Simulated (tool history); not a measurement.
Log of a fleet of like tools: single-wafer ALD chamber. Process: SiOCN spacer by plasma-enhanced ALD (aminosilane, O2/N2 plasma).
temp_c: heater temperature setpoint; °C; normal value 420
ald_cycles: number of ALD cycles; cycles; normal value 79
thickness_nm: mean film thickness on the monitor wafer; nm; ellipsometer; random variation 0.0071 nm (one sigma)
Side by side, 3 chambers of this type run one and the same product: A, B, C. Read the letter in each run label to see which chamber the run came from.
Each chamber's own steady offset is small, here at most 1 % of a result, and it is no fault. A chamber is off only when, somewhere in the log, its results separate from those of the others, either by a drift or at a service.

run     day  temp_c  ald_cycles  hours since the last thermocouple change  read-back reference wafer on the same gauge, thickness_nm  thickness_nm
 1A   0.254     420          79                                    2244.8                                                     4.2297        4.4749
 2B   0.708     420          79                                    1077.2                                                     4.2285        4.4998
 3C   1.021     420          79                                    1478.4                                                     4.2273        4.4399
 4C   1.312     420          79                                    1485.4                                                     4.2266        4.4458
 5A   1.583     429          79                                    2276.7                                                     4.2267        4.3604
 6B   1.975     429          79                                    1107.6                                                     4.2241        4.3822
 7A   2.429     429          79                                    2297.0                                                     4.2233        4.3343
 8B   2.867     420          79                                    1129.0                                                     4.2230        4.5148
 9C   3.325     420          79                                    1533.7                                                     4.2213        4.4209
10B   3.821     420          79                                    1151.9                                                     4.2207        4.4937
11C   4.317     420          79                                    1557.5                                                     4.2177        4.4252
12A   4.662     420          79                                    2350.6                                                     4.2171        4.4660
13A   4.962     420          79                                    2357.8                                                     4.2161        4.4730
14C   5.275     420          79                                    1580.5                                                     4.2159        4.4230
15B   5.696     409          65                                    1196.9                                                     4.2152        3.8348
16C   6.062     409          65                                    1599.4                                                     4.2143        3.7692
17A   6.442     409          65                                    2393.3                                                     4.2139        3.8059
18B   6.783     420          79                                    1223.0                                                     4.2117        4.5028
19B   7.292     420          79                                    1235.2                                                     4.2096        4.5045
20A   7.792     420          79                                    2425.7                                                     4.2084        4.4685
21C   8.192     420          79                                    1650.5                                                     4.2081        4.4140
22A   8.512     420          79                                    2443.0                                                     4.2064        4.4529
23B   8.812     420          79                                    1271.7                                                     4.2061        4.4860
      8.888  -- chamber A: thermocouple changed; heater temperature recalibrated
24C   9.212     420          79                                    1675.0                                                     4.2072        4.4209
25B   9.683     420          79                                    1292.6                                                     4.2044        4.4879
26A  10.071     420          79                                      28.5                                                     4.2027        4.4655

Which is it: a chamber that has drifted or been left off by a service, a gauge drift common to all chambers, or only each chamber's usual small offset? If a chamber is off, name it and its likeliest cause.

The gauge drifts, so all chambers seem to drift together. No chamber is off.
What lies behind it: gauge reads low (%) = 0.662.

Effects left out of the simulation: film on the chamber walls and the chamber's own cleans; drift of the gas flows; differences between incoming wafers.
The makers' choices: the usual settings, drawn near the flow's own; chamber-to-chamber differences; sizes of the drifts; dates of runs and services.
